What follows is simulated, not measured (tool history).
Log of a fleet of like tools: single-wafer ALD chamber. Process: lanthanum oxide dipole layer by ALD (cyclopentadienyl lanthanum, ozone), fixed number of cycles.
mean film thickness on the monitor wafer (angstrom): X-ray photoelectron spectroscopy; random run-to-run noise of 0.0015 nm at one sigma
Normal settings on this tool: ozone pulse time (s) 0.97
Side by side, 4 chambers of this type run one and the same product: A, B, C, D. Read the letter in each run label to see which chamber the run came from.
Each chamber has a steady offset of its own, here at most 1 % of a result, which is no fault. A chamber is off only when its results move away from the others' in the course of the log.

| run | hour | ozone pulse time (s) | read-back reference wafer on the same gauge, thickness_nm | mean film thickness on the monitor wafer (angstrom) |
|---|---|---|---|---|
|  | 5.6 | chamber B: thermocouple changed; heater temperature recalibrated |
| 1B | 6.0 | 0.97 | 0.44970 | 4.9744 |
| 2C | 12.7 | 0.97 | 0.44984 | 4.9253 |
| 3D | 22.1 | 0.97 | 0.45032 | 4.9566 |
| 4A | 27.3 | 0.97 | 0.45016 | 4.9581 |
| 5D | 36.2 | 0.97 | 0.45029 | 4.9490 |
| 6C | 43.1 | 0.97 | 0.44984 | 4.9150 |
| 7A | 47.6 | 0.97 | 0.44991 | 4.9662 |
| 8B | 52.9 | 0.97 | 0.44995 | 4.9776 |
| 9C | 58.9 | 0.97 | 0.45044 | 4.9402 |
| 10B | 67.5 | 0.97 | 0.45009 | 4.9859 |
| 11A | 74.1 | 0.97 | 0.45033 | 4.9979 |
| 12D | 78.8 | 0.97 | 0.45018 | 4.9485 |
| 13C | 85.9 | 0.97 | 0.45042 | 4.9462 |
| 14D | 94.9 | 0.97 | 0.44986 | 4.9690 |
| 15A | 100.0 | 0.97 | 0.44987 | 4.9636 |
| 16B | 105.7 | 0.97 | 0.45014 | 4.9580 |
| 17D | 111.3 | 0.97 | 0.45019 | 4.9593 |
| 18A | 115.9 | 0.97 | 0.44992 | 4.9878 |
| 19B | 121.4 | 0.97 | 0.44970 | 4.9602 |
| 20C | 129.9 | 0.97 | 0.44967 | 4.9406 |
| 21D | 134.4 | 0.97 | 0.44975 | 4.9451 |
| 22A | 143.5 | 0.97 | 0.45027 | 4.9675 |
| 23C | 150.4 | 0.79 | 0.45000 | 4.5626 |
| 24B | 160.0 | 0.79 | 0.45006 | 4.5895 |
| 25B | 164.6 | 0.79 | 0.44969 | 4.5998 |
| 26A | 169.2 | 0.79 | 0.45013 | 4.6032 |

Is one chamber out of step, is the gauge drifting, or do the chambers differ by no more than their own small offsets? For an off chamber, give its letter and the likeliest cause.

No chamber stands off beyond its own small offset, and the gauge holds steady.

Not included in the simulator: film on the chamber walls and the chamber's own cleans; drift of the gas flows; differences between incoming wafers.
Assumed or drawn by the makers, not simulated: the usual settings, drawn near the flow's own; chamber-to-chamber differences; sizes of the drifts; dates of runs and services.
